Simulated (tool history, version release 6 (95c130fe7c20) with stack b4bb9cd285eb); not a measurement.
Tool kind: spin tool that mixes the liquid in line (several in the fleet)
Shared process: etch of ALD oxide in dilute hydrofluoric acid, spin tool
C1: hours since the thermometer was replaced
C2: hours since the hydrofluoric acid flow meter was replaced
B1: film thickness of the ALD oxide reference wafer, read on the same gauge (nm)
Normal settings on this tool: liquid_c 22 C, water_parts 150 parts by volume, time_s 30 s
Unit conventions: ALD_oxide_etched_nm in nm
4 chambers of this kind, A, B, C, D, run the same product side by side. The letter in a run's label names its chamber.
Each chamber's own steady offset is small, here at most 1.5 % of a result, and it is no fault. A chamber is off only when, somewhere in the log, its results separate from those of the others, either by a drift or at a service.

Run 1C, hour 4.5: usual settings; C1 535.7; C2 148.5; B1 120. Result: ALD_oxide_etched_nm 5.7043 nm.
Run 2B, hour 9.1: usual settings; C1 1861.5; C2 1069.2; B1 120. Result: ALD_oxide_etched_nm 5.6547 nm.
Run 3D, hour 13.9: usual settings; C1 338.3; C2 400.8; B1 120. Result: ALD_oxide_etched_nm 5.7366 nm.
Run 4A, hour 18: usual settings; C1 1151.1; C2 422.2; B1 120. Result: ALD_oxide_etched_nm 5.7012 nm.
Run 5D, hour 22.2: usual settings but liquid_c 27 C; C1 346.6; C2 409.1; B1 119.99. Result: ALD_oxide_etched_nm 6.874 nm.
Run 6A, hour 25.7: usual settings but liquid_c 27 C; C1 1158.8; C2 429.9; B1 120. Result: ALD_oxide_etched_nm 6.9643 nm.
Run 7B, hour 29.5: usual settings but liquid_c 27 C; C1 1881.9; C2 1089.6; B1 120.01. Result: ALD_oxide_etched_nm 6.8337 nm.
Run 8C, hour 32.1: usual settings but liquid_c 27 C; C1 563.3; C2 176.1; B1 119.99. Result: ALD_oxide_etched_nm 6.8732 nm.
Run 9A, hour 34.5: usual settings; C1 1167.6; C2 438.7; B1 120.01. Result: ALD_oxide_etched_nm 5.6964 nm.
Run 10C, hour 37.1: usual settings but liquid_c 26.5 C; C1 568.3; C2 181.1; B1 120. Result: ALD_oxide_etched_nm 6.7553 nm.
Run 11B, hour 39.8: usual settings but liquid_c 26.5 C; C1 1892.2; C2 1099.9; B1 119.99. Result: ALD_oxide_etched_nm 6.734 nm.
Run 12D, hour 44.1: usual settings but liquid_c 26.5 C; C1 368.5; C2 431; B1 120. Result: ALD_oxide_etched_nm 6.7003 nm.
Run 13A, hour 49: usual settings but liquid_c 26.5 C; C1 1182.1; C2 453.2; B1 120.01. Result: ALD_oxide_etched_nm 6.9266 nm.
Run 14B, hour 52.8: usual settings; C1 1905.2; C2 1112.9; B1 120.01. Result: ALD_oxide_etched_nm 5.644 nm.
Run 15D, hour 57.4: usual settings; C1 381.8; C2 444.3; B1 120.01. Result: ALD_oxide_etched_nm 5.6662 nm.
Run 16C, hour 59.9: usual settings; C1 591.1; C2 203.9; B1 120.02. Result: ALD_oxide_etched_nm 5.7334 nm.
Run 17C, hour 63.4: usual settings; C1 594.6; C2 207.4; B1 120. Result: ALD_oxide_etched_nm 5.7444 nm.
Run 18B, hour 66.6: usual settings but liquid_c 26.5 C; C1 1919; C2 1126.7; B1 120.02. Result: ALD_oxide_etched_nm 6.7175 nm.
Run 19D, hour 69.8: usual settings but liquid_c 26.5 C; C1 394.2; C2 456.7; B1 119.99. Result: ALD_oxide_etched_nm 6.739 nm.
Run 20A, hour 73.4: usual settings but liquid_c 26.5 C; C1 1206.5; C2 477.6; B1 119.99. Result: ALD_oxide_etched_nm 6.9034 nm.
Run 21A, hour 76.8: usual settings but liquid_c 26.5 C; C1 1209.9; C2 481; B1 120. Result: ALD_oxide_etched_nm 6.9846 nm.
Run 22D, hour 80.8: usual settings; C1 405.2; C2 467.7; B1 120. Result: ALD_oxide_etched_nm 5.6998 nm.
Run 23C, hour 84.5: usual settings; C1 615.7; C2 228.5; B1 120. Result: ALD_oxide_etched_nm 5.6441 nm.
Run 24B, hour 87.3: usual settings; C1 1939.7; C2 1147.4; B1 119.99. Result: ALD_oxide_etched_nm 5.6345 nm.
At hour 89.7: chamber C: thermometer replaced.
Run 25B, hour 91.9: usual settings; C1 1944.3; C2 1152; B1 120.01. Result: ALD_oxide_etched_nm 5.6067 nm.
Run 26D, hour 95.2: usual settings; C1 419.6; C2 482.1; B1 120. Result: ALD_oxide_etched_nm 5.7268 nm.
Run 27C, hour 97.3: usual settings; C1 7.6; C2 241.3; B1 119.99. Result: ALD_oxide_etched_nm 5.6232 nm.
Run 28A, hour 99.5: usual settings; C1 1232.6; C2 503.7; B1 120.01. Result: ALD_oxide_etched_nm 5.9959 nm.
Run 29A, hour 103.2: usual settings but water_parts 215 parts by volume; C1 1236.3; C2 507.4; B1 119.98. Result: ALD_oxide_etched_nm 3.8652 nm.
Run 30C, hour 106.3: usual settings but water_parts 215 parts by volume; C1 16.6; C2 250.3; B1 120.01. Result: ALD_oxide_etched_nm 3.7485 nm.
Run 31D, hour 110.4: usual settings but water_parts 215 parts by volume; C1 434.8; C2 497.3; B1 120. Result: ALD_oxide_etched_nm 3.7182 nm.
Run 32B, hour 114.5: usual settings but water_parts 215 parts by volume; C1 1966.9; C2 1174.6; B1 119.99. Result: ALD_oxide_etched_nm 3.6732 nm.
Run 33A, hour 116.7: usual settings; C1 1249.8; C2 520.9; B1 119.98. Result: ALD_oxide_etched_nm 6.0195 nm.
Run 34D, hour 120.6: usual settings; C1 445; C2 507.5; B1 120. Result: ALD_oxide_etched_nm 5.6898 nm.
Run 35B, hour 122.9: usual settings; C1 1975.3; C2 1183; B1 120. Result: ALD_oxide_etched_nm 5.6329 nm.
Run 36C, hour 125.3: usual settings; C1 35.6; C2 269.3; B1 120.02. Result: ALD_oxide_etched_nm 5.7121 nm.
Run 37D, hour 129.9: usual settings; C1 454.3; C2 516.8; B1 119.99. Result: ALD_oxide_etched_nm 5.7108 nm.
Run 38C, hour 133.6: usual settings; C1 43.9; C2 277.6; B1 120. Result: ALD_oxide_etched_nm 5.6878 nm.
Run 39B, hour 137.1: usual settings; C1 1989.5; C2 1197.2; B1 120. Result: ALD_oxide_etched_nm 5.6433 nm.
Run 40A, hour 139.7: usual settings; C1 1272.8; C2 543.9; B1 119.97. Result: ALD_oxide_etched_nm 6.0754 nm.
Run 41D, hour 144.2: usual settings but time_s 50 s; C1 468.6; C2 531.1; B1 119.99. Result: ALD_oxide_etched_nm 9.4951 nm.
Run 42A, hour 148.2: usual settings but time_s 50 s; C1 1281.3; C2 552.4; B1 120. Result: ALD_oxide_etched_nm 10.332 nm.
Run 43C, hour 150.4: usual settings but time_s 50 s; C1 60.7; C2 294.4; B1 119.98. Result: ALD_oxide_etched_nm 9.4177 nm.
Run 44B, hour 152.5: usual settings but time_s 50 s; C1 2004.9; C2 1212.6; B1 120. Result: ALD_oxide_etched_nm 9.2781 nm.

Each of the 4 chambers runs these same settings next. Fill in every chamber's results:
Run 45A, hour 156: usual settings. Result: ALD_oxide_etched_nm ?.
Run 45B, hour 156: usual settings. Result: ALD_oxide_etched_nm ?.
Run 45C, hour 156: usual settings. Result: ALD_oxide_etched_nm ?.
Run 45D, hour 156: usual settings. Result: ALD_oxide_etched_nm ?.

run  ALD_oxide_etched_nm
45A               6.0304
45B               5.6959
45C               5.6909
45D               5.7066

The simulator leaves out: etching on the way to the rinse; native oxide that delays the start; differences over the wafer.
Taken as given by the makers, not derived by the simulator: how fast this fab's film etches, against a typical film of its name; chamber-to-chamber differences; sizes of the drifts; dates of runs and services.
